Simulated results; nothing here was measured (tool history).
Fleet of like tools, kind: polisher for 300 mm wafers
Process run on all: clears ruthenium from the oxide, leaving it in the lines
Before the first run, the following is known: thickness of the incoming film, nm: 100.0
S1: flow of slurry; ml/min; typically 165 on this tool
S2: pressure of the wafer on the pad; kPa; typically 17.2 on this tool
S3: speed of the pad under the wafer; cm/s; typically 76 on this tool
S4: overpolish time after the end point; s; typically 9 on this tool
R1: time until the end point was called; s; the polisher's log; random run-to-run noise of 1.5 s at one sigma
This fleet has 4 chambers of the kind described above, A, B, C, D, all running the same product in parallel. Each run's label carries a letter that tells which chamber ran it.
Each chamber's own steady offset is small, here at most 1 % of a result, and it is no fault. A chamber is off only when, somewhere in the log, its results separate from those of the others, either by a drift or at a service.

| run | hour | S1 | S2 | S3 | S4 | R1 |
|---|---|---|---|---|---|---|
| 1C | 4.6 | 165 | 17.2 | 76 | 9 | 90.259 |
| 2D | 14.1 | 165 | 17.2 | 76 | 9 | 88.105 |
|  | 17.2 | chamber D: worn pad replaced by a new one |
| 3A | 23.7 | 165 | 17.2 | 76 | 9 | 88.288 |
| 4B | 30.7 | 165 | 17.2 | 76 | 9 | 90.574 |
| 5C | 39 | 165 | 17.2 | 76 | 9 | 91.861 |
| 6D | 44.7 | 165 | 17.2 | 76 | 9 | 91.57 |
| 7B | 54 | 165 | 17.2 | 76 | 9 | 87.353 |
| 8A | 58.4 | 165 | 17.2 | 76 | 9 | 91.984 |
|  | 61.3 | chamber A: slurry nozzle cleaned |
| 9D | 64.9 | 165 | 17.2 | 76 | 9 | 93.128 |
| 10B | 69.7 | 165 | 17.2 | 76 | 9 | 89.854 |
|  | 75.3 | chamber C: worn pad replaced by a new one |
| 11C | 79.1 | 165 | 17.2 | 76 | 9 | 91.691 |
| 12A | 87 | 165 | 17.2 | 76 | 9 | 88.408 |
| 13A | 94.1 | 165 | 12.4 | 76 | 9 | 125.15 |
| 14D | 98.5 | 165 | 12.4 | 76 | 9 | 126.83 |
| 15B | 103.9 | 165 | 12.4 | 76 | 9 | 123.54 |
| 16C | 109.2 | 165 | 12.4 | 76 | 9 | 123.45 |
| 17B | 114.4 | 165 | 17.2 | 76 | 7 | 90.093 |
| 18D | 119.8 | 165 | 17.2 | 76 | 7 | 89.364 |
| 19C | 126.5 | 165 | 17.2 | 76 | 7 | 89.662 |
| 20A | 130.6 | 165 | 17.2 | 76 | 7 | 91.876 |
| 21B | 135.6 | 165 | 17.2 | 76 | 9 | 87.928 |
| 22C | 141.2 | 165 | 17.2 | 76 | 9 | 91.791 |
|  | 142.2 | chamber A: worn pad replaced by a new one |
| 23A | 146.7 | 165 | 17.2 | 76 | 9 | 88.571 |
| 24D | 154.5 | 165 | 17.2 | 76 | 9 | 90.697 |
| 25A | 161.3 | 165 | 17.2 | 76 | 9 | 90.438 |
| 26D | 166.4 | 165 | 17.2 | 76 | 9 | 88.946 |
| 27C | 172.1 | 215 | 13.8 | 76 | 9 | 106.85 |
| 28B | 181.5 | 215 | 13.8 | 76 | 9 | 106.43 |
|  | 183.4 | chamber D: worn pad replaced by a new one |
|  | 188.3 | chamber B: worn pad replaced by a new one |
| 29D | 189 | 215 | 13.8 | 76 | 9 | 109.9 |
| 30B | 196.8 | 215 | 13.8 | 76 | 9 | 110.03 |
| 31C | 205 | 165 | 17.2 | 76 | 9 | 90.579 |
| 32A | 213.6 | 165 | 17.2 | 76 | 9 | 91.866 |
| 33B | 218.3 | 165 | 17.2 | 76 | 9 | 91.702 |
|  | 218.5 | chamber B: head pressure recalibrated |
| 34D | 222.9 | 165 | 17.2 | 76 | 9 | 88.164 |
| 35C | 230.5 | 130 | 13.8 | 76 | 9 | 118.53 |
| 36A | 237.1 | 130 | 13.8 | 76 | 9 | 115.64 |
| 37C | 243.6 | 130 | 13.8 | 76 | 9 | 115.43 |
|  | 245.9 | chamber C: worn pad replaced by a new one |
|  | 247.7 | chamber B: slurry nozzle cleaned |
| 38A | 249.8 | 130 | 13.8 | 76 | 9 | 114.73 |
|  | 252.7 | chamber C: slurry nozzle cleaned |
| 39B | 256.9 | 165 | 17.2 | 76 | 7 | 88.818 |
| 40D | 262 | 165 | 17.2 | 76 | 7 | 90.663 |
| 41C | 270 | 165 | 17.2 | 76 | 7 | 90.77 |
| 42B | 277.9 | 165 | 17.2 | 76 | 7 | 91.888 |
| 43D | 286.9 | 165 | 17.2 | 76 | 9 | 89.739 |

All chambers now run identical settings, listed one chamber a line with results as question marks. What results will each chamber show?
| 44A | 293.8 | 165 | 17.2 | 76 | 9 | ? |
| 44B | 293.8 | 165 | 17.2 | 76 | 9 | ? |
| 44C | 293.8 | 165 | 17.2 | 76 | 9 | ? |
| 44D | 293.8 | 165 | 17.2 | 76 | 9 | ? |

| run | R1 |
|---|---|
| 44A | 89.825 |
| 44B | 92.414 |
| 44C | 89.92 |
| 44D | 89.453 |

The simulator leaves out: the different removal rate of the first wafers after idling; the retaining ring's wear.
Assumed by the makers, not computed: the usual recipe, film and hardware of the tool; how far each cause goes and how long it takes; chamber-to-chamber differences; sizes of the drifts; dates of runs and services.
